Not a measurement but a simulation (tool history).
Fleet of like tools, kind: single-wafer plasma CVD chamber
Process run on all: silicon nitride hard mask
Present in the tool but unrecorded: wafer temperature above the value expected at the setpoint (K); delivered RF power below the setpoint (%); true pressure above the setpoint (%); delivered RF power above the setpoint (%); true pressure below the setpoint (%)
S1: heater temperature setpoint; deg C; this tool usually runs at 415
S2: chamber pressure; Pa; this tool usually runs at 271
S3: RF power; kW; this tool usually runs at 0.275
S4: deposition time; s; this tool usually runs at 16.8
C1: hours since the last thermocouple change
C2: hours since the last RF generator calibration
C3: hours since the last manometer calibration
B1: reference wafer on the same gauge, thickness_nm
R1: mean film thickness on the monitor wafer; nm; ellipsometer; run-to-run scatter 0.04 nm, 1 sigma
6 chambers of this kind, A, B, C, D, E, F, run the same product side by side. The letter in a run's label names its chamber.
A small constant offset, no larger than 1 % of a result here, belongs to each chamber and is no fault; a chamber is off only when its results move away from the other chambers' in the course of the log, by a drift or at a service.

Run 1F, day 0.433: usual settings; C1 614.2; C2 156.5; C3 482.1; B1 21.606. Result: R1 19.376 nm.
Run 2B, day 0.842: usual settings; C1 997.8; C2 703.3; C3 1132.4; B1 21.595. Result: R1 19.158 nm.
Run 3C, day 1.192: usual settings; C1 2077.2; C2 1735.3; C3 827.8; B1 21.597. Result: R1 19.278 nm.
Run 4D, day 1.658: usual settings; C1 488.4; C2 188.2; C3 635.2; B1 21.604. Result: R1 19.311 nm.
Run 5E, day 2.129: usual settings but S4 15.1 s; C1 288.0; C2 258.6; C3 655.0; B1 21.605. Result: R1 17.434 nm.
Run 6A, day 2.621: usual settings but S4 15.1 s; C1 878.9; C2 947.5; C3 548.7; B1 21.613. Result: R1 17.362 nm.
Run 7C, day 2.892: usual settings but S4 15.1 s; C1 2118.0; C2 1776.1; C3 868.6; B1 21.610. Result: R1 17.278 nm.
Run 8D, day 3.196: usual settings but S4 15.1 s; C1 525.3; C2 225.1; C3 672.1; B1 21.595. Result: R1 17.338 nm.
Run 9B, day 3.538: usual settings but S4 15.1 s; C1 1062.5; C2 768.0; C3 1197.1; B1 21.598. Result: R1 17.253 nm.
Run 10A, day 3.942: usual settings but S4 15.1 s; C1 910.6; C2 979.2; C3 580.4; B1 21.611. Result: R1 17.415 nm.
At day 4.133: chamber B: capacitance manometer re-zeroed and calibrated.
Run 11E, day 4.371: usual settings; C1 341.8; C2 312.4; C3 708.8; B1 21.605. Result: R1 19.332 nm.
Run 12F, day 4.679: usual settings; C1 716.1; C2 258.4; C3 584.0; B1 21.598. Result: R1 19.394 nm.
Run 13A, day 5.088: usual settings but S2 240 Pa, S3 0.315 kW; C1 938.1; C2 1006.7; C3 607.9; B1 21.598. Result: R1 20.369 nm.
Run 14B, day 5.312: usual settings but S2 240 Pa, S3 0.315 kW; C1 1105.1; C2 810.6; C3 28.3; B1 21.596. Result: R1 20.398 nm.
Run 15C, day 5.804: usual settings but S2 240 Pa, S3 0.315 kW; C1 2187.9; C2 1846.0; C3 938.5; B1 21.592. Result: R1 20.477 nm.
Run 16E, day 6.246: usual settings but S2 240 Pa, S3 0.315 kW; C1 386.8; C2 357.4; C3 753.8; B1 21.611. Result: R1 20.506 nm.
At day 6.271: chamber C: thermocouple changed; heater temperature recalibrated.
Run 17D, day 6.483: usual settings but S2 240 Pa, S3 0.315 kW; C1 604.2; C2 304.0; C3 751.0; B1 21.596. Result: R1 20.532 nm.
Run 18F, day 6.908: usual settings but S2 240 Pa, S3 0.315 kW; C1 769.6; C2 311.9; C3 637.5; B1 21.591. Result: R1 20.507 nm.
Run 19F, day 7.342: usual settings; C1 780.0; C2 322.3; C3 647.9; B1 21.601. Result: R1 19.362 nm.
Run 20E, day 7.721: usual settings; C1 422.2; C2 392.8; C3 789.2; B1 21.610. Result: R1 19.315 nm.
Run 21B, day 8.133: usual settings; C1 1172.8; C2 878.3; C3 96.0; B1 21.611. Result: R1 19.180 nm.
Run 22C, day 8.429: usual settings; C1 51.9; C2 1909.0; C3 1001.5; B1 21.602. Result: R1 19.365 nm.
At day 8.588: chamber B: RF generator calibrated.
Run 23D, day 8.717: usual settings; C1 657.8; C2 357.6; C3 804.6; B1 21.606. Result: R1 19.390 nm.
Run 24A, day 9.150: usual settings; C1 1035.6; C2 1104.2; C3 705.4; B1 21.596. Result: R1 19.089 nm.
Run 25B, day 9.567: usual settings; C1 1207.2; C2 23.6; C3 130.4; B1 21.587. Result: R1 19.215 nm.
Run 26F, day 9.796: usual settings; C1 838.9; C2 381.2; C3 706.8; B1 21.603. Result: R1 19.354 nm.
Run 27D, day 10.204: usual settings; C1 693.5; C2 393.3; C3 840.3; B1 21.598. Result: R1 19.219 nm.
Run 28A, day 10.475: usual settings; C1 1067.4; C2 1136.0; C3 737.2; B1 21.594. Result: R1 19.058 nm.
Run 29C, day 10.888: usual settings; C1 110.9; C2 1968.0; C3 1060.5; B1 21.600. Result: R1 19.278 nm.
Run 30E, day 11.362: usual settings but S3 0.325 kW; C1 509.6; C2 480.2; C3 876.6; B1 21.599. Result: R1 21.654 nm.
Run 31B, day 11.808: usual settings but S3 0.325 kW; C1 1261.0; C2 77.4; C3 184.2; B1 21.611. Result: R1 21.546 nm.
At day 12.021: chamber C: capacitance manometer re-zeroed and calibrated.
Run 32A, day 12.221: usual settings but S3 0.325 kW; C1 1109.3; C2 1177.9; C3 779.1; B1 21.605. Result: R1 21.247 nm.
Run 33D, day 12.583: usual settings but S3 0.325 kW; C1 750.6; C2 450.4; C3 897.4; B1 21.595. Result: R1 21.665 nm.
Run 34C, day 12.929: usual settings but S3 0.325 kW; C1 159.9; C2 2017.0; C3 21.9; B1 21.601. Result: R1 21.575 nm.
Run 35F, day 13.388: usual settings but S3 0.325 kW; C1 925.1; C2 467.4; C3 793.0; B1 21.599. Result: R1 21.708 nm.
Run 36E, day 13.621: usual settings; C1 563.8; C2 534.4; C3 930.8; B1 21.605. Result: R1 19.375 nm.
Run 37B, day 13.946: usual settings but S2 301 Pa; C1 1312.3; C2 128.7; C3 235.5; B1 21.596. Result: R1 19.706 nm.

All 6 chambers run these settings next. Forecast each chamber's results:
Run 38A, day 14.296: usual settings. Result: R1 ?.
Run 38B, day 14.296: usual settings. Result: R1 ?.
Run 38C, day 14.296: usual settings. Result: R1 ?.
Run 38D, day 14.296: usual settings. Result: R1 ?.
Run 38E, day 14.296: usual settings. Result: R1 ?.
Run 38F, day 14.296: usual settings. Result: R1 ?.

run      R1
38A  18.796
38B  19.150
38C  19.355
38D  19.277
38E  19.286
38F  19.397

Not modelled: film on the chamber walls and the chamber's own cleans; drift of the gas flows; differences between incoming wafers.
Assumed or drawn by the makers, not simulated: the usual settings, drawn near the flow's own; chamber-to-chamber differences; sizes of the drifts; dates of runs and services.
